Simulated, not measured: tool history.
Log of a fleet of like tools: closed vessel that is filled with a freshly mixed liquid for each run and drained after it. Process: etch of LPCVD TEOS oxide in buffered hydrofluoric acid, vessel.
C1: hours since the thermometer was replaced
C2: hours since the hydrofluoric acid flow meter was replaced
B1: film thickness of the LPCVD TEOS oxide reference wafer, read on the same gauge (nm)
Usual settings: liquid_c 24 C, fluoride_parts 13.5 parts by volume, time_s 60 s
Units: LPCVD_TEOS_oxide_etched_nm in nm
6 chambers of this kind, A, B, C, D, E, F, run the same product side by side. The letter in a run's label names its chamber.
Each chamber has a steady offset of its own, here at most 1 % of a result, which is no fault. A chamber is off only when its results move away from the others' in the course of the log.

{"run": "1E", "hour": 6.2, "liquid_c": 24, "fluoride_parts": 13.5, "time_s": 60, "C1": 316.9, "C2": 415, "B1": 60.002, "LPCVD_TEOS_oxide_etched_nm": 211.93}
{"run": "2C", "hour": 13.0, "liquid_c": 24, "fluoride_parts": 13.5, "time_s": 60, "C1": 1255.6, "C2": 1816.5, "B1": 60.003, "LPCVD_TEOS_oxide_etched_nm": 215.32}
{"run": "3F", "hour": 19.5, "liquid_c": 24, "fluoride_parts": 13.5, "time_s": 60, "C1": 156.2, "C2": 1225.2, "B1": 59.986, "LPCVD_TEOS_oxide_etched_nm": 210.41}
{"run": "4B", "hour": 29.1, "liquid_c": 24, "fluoride_parts": 13.5, "time_s": 60, "C1": 41.9, "C2": 334.9, "B1": 59.994, "LPCVD_TEOS_oxide_etched_nm": 214.22}
{"run": "5D", "hour": 36.4, "liquid_c": 24, "fluoride_parts": 13.5, "time_s": 50, "C1": 678.5, "C2": 403.6, "B1": 59.996, "LPCVD_TEOS_oxide_etched_nm": 176.35}
{"run": "6A", "hour": 48.1, "liquid_c": 24, "fluoride_parts": 13.5, "time_s": 50, "C1": 688.8, "C2": 1194.5, "B1": 60.021, "LPCVD_TEOS_oxide_etched_nm": 178.63}
{"run": "7F", "hour": 56.0, "liquid_c": 24, "fluoride_parts": 13.5, "time_s": 50, "C1": 192.7, "C2": 1261.7, "B1": 59.98, "LPCVD_TEOS_oxide_etched_nm": 177.17}
{"run": "8B", "hour": 65.0, "liquid_c": 24, "fluoride_parts": 13.5, "time_s": 50, "C1": 77.8, "C2": 370.8, "B1": 60, "LPCVD_TEOS_oxide_etched_nm": 177.18}
{"run": "9E", "hour": 75.0, "liquid_c": 24, "fluoride_parts": 13.5, "time_s": 50, "C1": 385.7, "C2": 483.8, "B1": 59.997, "LPCVD_TEOS_oxide_etched_nm": 178.46}
{"hour": 80.8, "done": "chamber D: hydrofluoric acid flow meter replaced"}
{"run": "10C", "hour": 80.9, "liquid_c": 24, "fluoride_parts": 13.5, "time_s": 50, "C1": 1323.5, "C2": 1884.4, "B1": 60.005, "LPCVD_TEOS_oxide_etched_nm": 177.34}
{"run": "11D", "hour": 88.4, "liquid_c": 24, "fluoride_parts": 13.5, "time_s": 60, "C1": 730.5, "C2": 7.7, "B1": 60.01, "LPCVD_TEOS_oxide_etched_nm": 211.11}
{"run": "12A", "hour": 97.7, "liquid_c": 24, "fluoride_parts": 13.5, "time_s": 60, "C1": 738.4, "C2": 1244.1, "B1": 59.991, "LPCVD_TEOS_oxide_etched_nm": 214.21}
{"hour": 98.5, "done": "chamber C: hydrofluoric acid flow meter replaced"}
{"run": "13C", "hour": 103.0, "liquid_c": 26.5, "fluoride_parts": 13.5, "time_s": 60, "C1": 1345.6, "C2": 4.5, "B1": 60.015, "LPCVD_TEOS_oxide_etched_nm": 243.49}
{"run": "14F", "hour": 113.6, "liquid_c": 26.5, "fluoride_parts": 13.5, "time_s": 60, "C1": 250.3, "C2": 1319.3, "B1": 60.003, "LPCVD_TEOS_oxide_etched_nm": 241.47}
{"run": "15B", "hour": 119.4, "liquid_c": 26.5, "fluoride_parts": 13.5, "time_s": 60, "C1": 132.2, "C2": 425.2, "B1": 59.993, "LPCVD_TEOS_oxide_etched_nm": 246.46}
{"run": "16D", "hour": 129.3, "liquid_c": 26.5, "fluoride_parts": 13.5, "time_s": 60, "C1": 771.4, "C2": 48.6, "B1": 59.994, "LPCVD_TEOS_oxide_etched_nm": 245.57}
{"run": "17A", "hour": 138.3, "liquid_c": 26.5, "fluoride_parts": 13.5, "time_s": 60, "C1": 779, "C2": 1284.7, "B1": 60, "LPCVD_TEOS_oxide_etched_nm": 236.89}
{"run": "18E", "hour": 143.6, "liquid_c": 26.5, "fluoride_parts": 13.5, "time_s": 60, "C1": 454.3, "C2": 552.4, "B1": 59.988, "LPCVD_TEOS_oxide_etched_nm": 238.43}
{"run": "19E", "hour": 152.8, "liquid_c": 24, "fluoride_parts": 13.5, "time_s": 60, "C1": 463.5, "C2": 561.6, "B1": 60.006, "LPCVD_TEOS_oxide_etched_nm": 206}
{"run": "20A", "hour": 164.1, "liquid_c": 24, "fluoride_parts": 13.5, "time_s": 60, "C1": 804.8, "C2": 1310.5, "B1": 59.997, "LPCVD_TEOS_oxide_etched_nm": 210.06}
{"run": "21D", "hour": 171.7, "liquid_c": 24, "fluoride_parts": 13.5, "time_s": 60, "C1": 813.8, "C2": 91, "B1": 59.995, "LPCVD_TEOS_oxide_etched_nm": 211.53}
{"run": "22F", "hour": 178.2, "liquid_c": 24, "fluoride_parts": 13.5, "time_s": 60, "C1": 314.9, "C2": 1383.9, "B1": 59.986, "LPCVD_TEOS_oxide_etched_nm": 210.49}
{"run": "23C", "hour": 186.0, "liquid_c": 24, "fluoride_parts": 13.5, "time_s": 60, "C1": 1428.6, "C2": 87.5, "B1": 60.013, "LPCVD_TEOS_oxide_etched_nm": 213.11}
{"run": "24B", "hour": 196.0, "liquid_c": 24, "fluoride_parts": 13.5, "time_s": 60, "C1": 208.8, "C2": 501.8, "B1": 59.996, "LPCVD_TEOS_oxide_etched_nm": 210.93}
{"run": "25A", "hour": 203.7, "liquid_c": 24, "fluoride_parts": 13.5, "time_s": 60, "C1": 844.4, "C2": 1350.1, "B1": 60.011, "LPCVD_TEOS_oxide_etched_nm": 212.59}
{"run": "26D", "hour": 215.2, "liquid_c": 24, "fluoride_parts": 13.5, "time_s": 35, "C1": 857.3, "C2": 134.5, "B1": 60.003, "LPCVD_TEOS_oxide_etched_nm": 121.89}
{"run": "27C", "hour": 220.8, "liquid_c": 24, "fluoride_parts": 13.5, "time_s": 35, "C1": 1463.4, "C2": 122.3, "B1": 60.012, "LPCVD_TEOS_oxide_etched_nm": 123.47}
{"run": "28F", "hour": 229.0, "liquid_c": 24, "fluoride_parts": 13.5, "time_s": 35, "C1": 365.7, "C2": 1434.7, "B1": 60.001, "LPCVD_TEOS_oxide_etched_nm": 122.78}
{"run": "29B", "hour": 236.7, "liquid_c": 24, "fluoride_parts": 13.5, "time_s": 35, "C1": 249.5, "C2": 542.5, "B1": 60.012, "LPCVD_TEOS_oxide_etched_nm": 123.6}
{"run": "30E", "hour": 247.2, "liquid_c": 24, "fluoride_parts": 13.5, "time_s": 35, "C1": 557.9, "C2": 656, "B1": 59.984, "LPCVD_TEOS_oxide_etched_nm": 113.94}
{"run": "31E", "hour": 254.4, "liquid_c": 24, "fluoride_parts": 13.5, "time_s": 35, "C1": 565.1, "C2": 663.2, "B1": 59.98, "LPCVD_TEOS_oxide_etched_nm": 114.06}
{"run": "32D", "hour": 263.4, "liquid_c": 24, "fluoride_parts": 13.5, "time_s": 60, "C1": 905.5, "C2": 182.7, "B1": 59.985, "LPCVD_TEOS_oxide_etched_nm": 208.95}
{"run": "33F", "hour": 271.5, "liquid_c": 24, "fluoride_parts": 13.5, "time_s": 60, "C1": 408.2, "C2": 1477.2, "B1": 60.009, "LPCVD_TEOS_oxide_etched_nm": 213.82}
{"run": "34C", "hour": 278.7, "liquid_c": 24, "fluoride_parts": 13.5, "time_s": 60, "C1": 1521.3, "C2": 180.2, "B1": 59.994, "LPCVD_TEOS_oxide_etched_nm": 211.38}
{"run": "35B", "hour": 286.0, "liquid_c": 24, "fluoride_parts": 13.5, "time_s": 60, "C1": 298.8, "C2": 591.8, "B1": 60.005, "LPCVD_TEOS_oxide_etched_nm": 210.2}
{"run": "36A", "hour": 296.7, "liquid_c": 24, "fluoride_parts": 13.5, "time_s": 60, "C1": 937.4, "C2": 1443.1, "B1": 60.007, "LPCVD_TEOS_oxide_etched_nm": 208.6}
{"run": "37F", "hour": 302.3, "liquid_c": 24, "fluoride_parts": 16, "time_s": 45, "C1": 439, "C2": 1508, "B1": 60.009, "LPCVD_TEOS_oxide_etched_nm": 133.2}
{"run": "38A", "hour": 311.6, "liquid_c": 24, "fluoride_parts": 16, "time_s": 45, "C1": 952.3, "C2": 1458, "B1": 59.992, "LPCVD_TEOS_oxide_etched_nm": 132.61}
{"run": "39E", "hour": 323.1, "liquid_c": 24, "fluoride_parts": 16, "time_s": 45, "C1": 633.8, "C2": 731.9, "B1": 59.991, "LPCVD_TEOS_oxide_etched_nm": 118.53}

Is one chamber off against the others, does the gauge drift, or is nothing wrong? If a chamber is off, say which, and what the likeliest cause is.

Chamber E drifts away from the others.
Cause: liquid colder than its thermometer reads (K) = 2.36.
The log may not tell that from: hydrofluoric acid flow below the setpoint (%).

Here are 4 candidates for chamber E's next run, each the usual settings with a change, their results left as question marks. Which one brings its results back in line with what the others give on the usual settings?
In line means no further than this from the other chambers' mean on the usual settings: LPCVD_TEOS_oxide_etched_nm 7.4 nm
{"run": "40E-1", "hour": 331.8, "liquid_c": 26, "fluoride_parts": 13.5, "time_s": 60, "LPCVD_TEOS_oxide_etched_nm": "?"}
{"run": "40E-2", "hour": 331.8, "liquid_c": 27.5, "fluoride_parts": 13.5, "time_s": 60, "LPCVD_TEOS_oxide_etched_nm": "?"}
{"run": "40E-3", "hour": 331.8, "liquid_c": 23.5, "fluoride_parts": 14.5, "time_s": 55, "LPCVD_TEOS_oxide_etched_nm": "?"}
{"run": "40E-4", "hour": 331.8, "liquid_c": 24, "fluoride_parts": 14, "time_s": 55, "LPCVD_TEOS_oxide_etched_nm": "?"}

The other chambers' mean on the usual settings: LPCVD_TEOS_oxide_etched_nm 211.77 nm
run=40E-1 LPCVD_TEOS_oxide_etched_nm=209.6
run=40E-2 LPCVD_TEOS_oxide_etched_nm=227.56
run=40E-3 LPCVD_TEOS_oxide_etched_nm=155.9
run=40E-4 LPCVD_TEOS_oxide_etched_nm=165.98
40E-1 brings the chamber back in line.
